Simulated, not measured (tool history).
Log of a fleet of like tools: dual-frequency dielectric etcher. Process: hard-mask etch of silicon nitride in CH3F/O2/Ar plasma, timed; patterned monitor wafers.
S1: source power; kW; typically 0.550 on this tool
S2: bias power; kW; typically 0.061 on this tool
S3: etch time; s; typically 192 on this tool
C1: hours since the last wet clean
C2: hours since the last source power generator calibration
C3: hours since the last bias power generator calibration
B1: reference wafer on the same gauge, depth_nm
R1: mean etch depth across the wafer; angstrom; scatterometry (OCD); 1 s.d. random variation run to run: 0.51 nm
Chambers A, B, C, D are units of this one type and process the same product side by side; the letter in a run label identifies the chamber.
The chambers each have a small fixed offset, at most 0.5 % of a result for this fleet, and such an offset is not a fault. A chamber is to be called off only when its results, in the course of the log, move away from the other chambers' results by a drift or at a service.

Run 1B, hour 8.9: usual settings; C1 356.3; C2 843.1; C3 1989.9; B1 118.01. Result: R1 1445.3 angstrom.
Run 2A, hour 17.4: usual settings; C1 61.2; C2 239.5; C3 942.9; B1 117.89. Result: R1 1436.7 angstrom.
Run 3D, hour 26.4: usual settings; C1 309.4; C2 2283.4; C3 2086.2; B1 118.04. Result: R1 1444.9 angstrom.
Run 4C, hour 35.8: usual settings; C1 244.6; C2 2088.5; C3 4046.5; B1 118.01. Result: R1 1433.8 angstrom.
Run 5D, hour 42.1: usual settings; C1 325.1; C2 2299.1; C3 2101.9; B1 118.01. Result: R1 1433.0 angstrom.
Run 6C, hour 50.0: usual settings; C1 258.8; C2 2102.7; C3 4060.7; B1 117.93. Result: R1 1437.2 angstrom.
Run 7A, hour 55.3: usual settings; C1 99.1; C2 277.4; C3 980.8; B1 118.03. Result: R1 1432.0 angstrom.
At hour 61.4: chamber C: bias power generator calibrated.
Run 8B, hour 64.4: usual settings; C1 411.8; C2 898.6; C3 2045.4; B1 117.88. Result: R1 1436.7 angstrom.
Run 9B, hour 71.1: usual settings; C1 418.5; C2 905.3; C3 2052.1; B1 117.97. Result: R1 1429.4 angstrom.
Run 10D, hour 78.8: usual settings; C1 361.8; C2 2335.8; C3 2138.6; B1 117.95. Result: R1 1435.1 angstrom.
At hour 84.3: chamber B: wet clean of the chamber.
Run 11A, hour 85.6: usual settings; C1 129.4; C2 307.7; C3 1011.1; B1 118.03. Result: R1 1443.5 angstrom.
Run 12C, hour 92.9: usual settings; C1 301.7; C2 2145.6; C3 31.5; B1 117.92. Result: R1 1443.3 angstrom.
At hour 94.0: chamber D: wet clean of the chamber.
Run 13D, hour 97.9: usual settings; C1 4.0; C2 2354.9; C3 2157.7; B1 118.08. Result: R1 1479.3 angstrom.
Run 14B, hour 106.0: usual settings; C1 21.7; C2 940.2; C3 2087.0; B1 117.92. Result: R1 1427.7 angstrom.
Run 15A, hour 112.7: usual settings; C1 156.5; C2 334.8; C3 1038.2; B1 118.00. Result: R1 1438.0 angstrom.
Run 16C, hour 119.4: usual settings; C1 328.2; C2 2172.1; C3 58.0; B1 118.15. Result: R1 1442.5 angstrom.
Run 17C, hour 127.0: usual settings; C1 335.8; C2 2179.7; C3 65.6; B1 117.96. Result: R1 1441.6 angstrom.
Run 18B, hour 134.8: usual settings; C1 50.5; C2 969.0; C3 2115.8; B1 118.03. Result: R1 1442.5 angstrom.
Run 19D, hour 140.1: usual settings; C1 46.2; C2 2397.1; C3 2199.9; B1 117.99. Result: R1 1488.9 angstrom.
Run 20A, hour 147.7: usual settings; C1 191.5; C2 369.8; C3 1073.2; B1 117.98. Result: R1 1432.7 angstrom.
Run 21A, hour 152.8: usual settings; C1 196.6; C2 374.9; C3 1078.3; B1 117.98. Result: R1 1431.2 angstrom.
Run 22D, hour 159.6: usual settings but S2 0.074 kW; C1 65.7; C2 2416.6; C3 2219.4; B1 118.06. Result: R1 1583.8 angstrom.
Run 23B, hour 167.0: usual settings but S2 0.074 kW; C1 82.7; C2 1001.2; C3 2148.0; B1 117.88. Result: R1 1534.4 angstrom.
Run 24C, hour 175.1: usual settings but S2 0.074 kW; C1 383.9; C2 2227.8; C3 113.7; B1 118.01. Result: R1 1535.4 angstrom.

Is one chamber out of step, is the gauge drifting, or do the chambers differ by no more than their own small offsets? For an off chamber, give its letter and the likeliest cause.

Chamber D has stood off from the others ever since a service on it.
Most likely cause: etch rate over this chamber's usual, % = 3.77.

Below are 4 candidate recipes for chamber D's next run, each the usual settings with a change, their results shown as question marks. Which of them brings D's results back in line with what the other chambers give on the usual settings?
To be in line, a result may differ from the other chambers' mean on the usual settings by at most: R1 18.0 angstrom
Run 25D-1, hour 181.8: usual settings but S1 0.630 kW. Result: R1 ?.
Run 25D-2, hour 181.8: usual settings but S1 0.510 kW. Result: R1 ?.
Run 25D-3, hour 181.8: usual settings but S1 0.500 kW, S2 0.057 kW. Result: R1 ?.
Run 25D-4, hour 181.8: usual settings but S3 197.5 s. Result: R1 ?.

Other chambers, usual settings, mean: R1 1439.3 angstrom
  run      R1
25D-1  1567.0
25D-2  1442.0
25D-3  1399.8
25D-4  1528.0
The answer is 25D-2, which returns the chamber to within the allowed miss of the others.
